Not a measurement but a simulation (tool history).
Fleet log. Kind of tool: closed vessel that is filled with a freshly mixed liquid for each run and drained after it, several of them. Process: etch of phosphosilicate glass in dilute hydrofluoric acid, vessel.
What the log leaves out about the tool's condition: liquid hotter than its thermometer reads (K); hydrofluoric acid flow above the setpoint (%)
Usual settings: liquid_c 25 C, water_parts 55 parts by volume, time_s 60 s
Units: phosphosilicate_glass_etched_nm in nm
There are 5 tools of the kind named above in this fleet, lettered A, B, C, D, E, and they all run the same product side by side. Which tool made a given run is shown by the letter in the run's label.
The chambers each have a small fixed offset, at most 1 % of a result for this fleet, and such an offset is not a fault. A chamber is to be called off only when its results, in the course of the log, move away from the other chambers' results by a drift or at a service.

run,hour,liquid_c,water_parts,time_s,hours since the thermometer was replaced,hours since the hydrofluoric acid flow meter was replaced,"read-back film thickness of the phosphosilicate glass reference wafer, read on the same gauge (nm)",phosphosilicate_glass_etched_nm
1C,9,25,55,60,785.2,1601.2,60.03,103.77
# hour 14.2: chamber E: thermometer replaced
# hour 19.2: chamber D: hydrofluoric acid flow meter replaced
2D,21.3,25,55,60,1764.1,2.1,59.981,101.59
3E,28.2,25,55,60,14,68.5,59.992,104.77
4B,38.2,25,55,60,2123.6,805.4,59.932,102.41
5A,46,25,55,60,1598.5,1637.1,60.021,102.62
6A,58.5,25,55,60,1611,1649.6,60.001,103.04
7E,70.7,25,55,60,56.5,111,59.996,105.17
8B,80.9,25,40,60,2166.3,848.1,59.986,142.65
9C,91.9,25,40,60,868.1,1684.1,60.003,148.16
10D,102.6,25,40,60,1845.4,83.4,59.96,145.16
11B,110.1,25,40,60,2195.5,877.3,59.998,145.46
12C,122.1,25,40,60,898.3,1714.3,59.99,146.57
13E,130.9,25,55,60,116.7,171.2,59.978,103.76
14D,138.7,25,55,60,1881.5,119.5,60.025,105.09
15A,145.4,25,55,60,1697.9,1736.5,59.969,102.98
16C,152,25,55,60,928.2,1744.2,59.959,106.89
17A,162.7,25,55,60,1715.2,1753.8,59.986,103.57
18E,168.7,22,85,60,154.5,209,59.971,57.346
19B,177.2,22,85,60,2262.6,944.4,60.049,57.614
20D,186.1,22,85,60,1928.9,166.9,60.047,57.953
21E,193.5,22,85,60,179.3,233.8,60.035,57.691
22A,201.1,22,85,60,1753.6,1792.2,59.975,56.728
23C,213.2,25,55,60,989.4,1805.4,59.994,105.74
24B,224.7,25,75,75,2310.1,991.9,59.975,92.199
25D,232.5,25,75,75,1975.3,213.3,59.983,92.461
26A,245.4,25,75,75,1797.9,1836.5,60.011,92.665
27E,255.4,25,75,75,241.2,295.7,60.005,91
28C,264.6,25,75,75,1040.8,1856.8,59.99,97.22
29B,272.7,25,55,60,2358.1,1039.9,60.02,103.89
30D,282.6,25,55,60,2025.4,263.4,59.941,103.14
31E,292.6,25,55,60,278.4,332.9,59.941,104.24
# hour 293.2: chamber D: thermometer replaced
32D,299.2,25,55,60,6.1,280,59.999,101.49

Next, all 5 chambers run the settings below, one line each with question marks for the results. What does each chamber give?
33A,309.1,25,80,60,,,,?
33B,309.1,25,80,60,,,,?
33C,309.1,25,80,60,,,,?
33D,309.1,25,80,60,,,,?
33E,309.1,25,80,60,,,,?

run,phosphosilicate_glass_etched_nm
33A,67.669
33B,70.008
33C,73.036
33D,69.254
33E,69.139
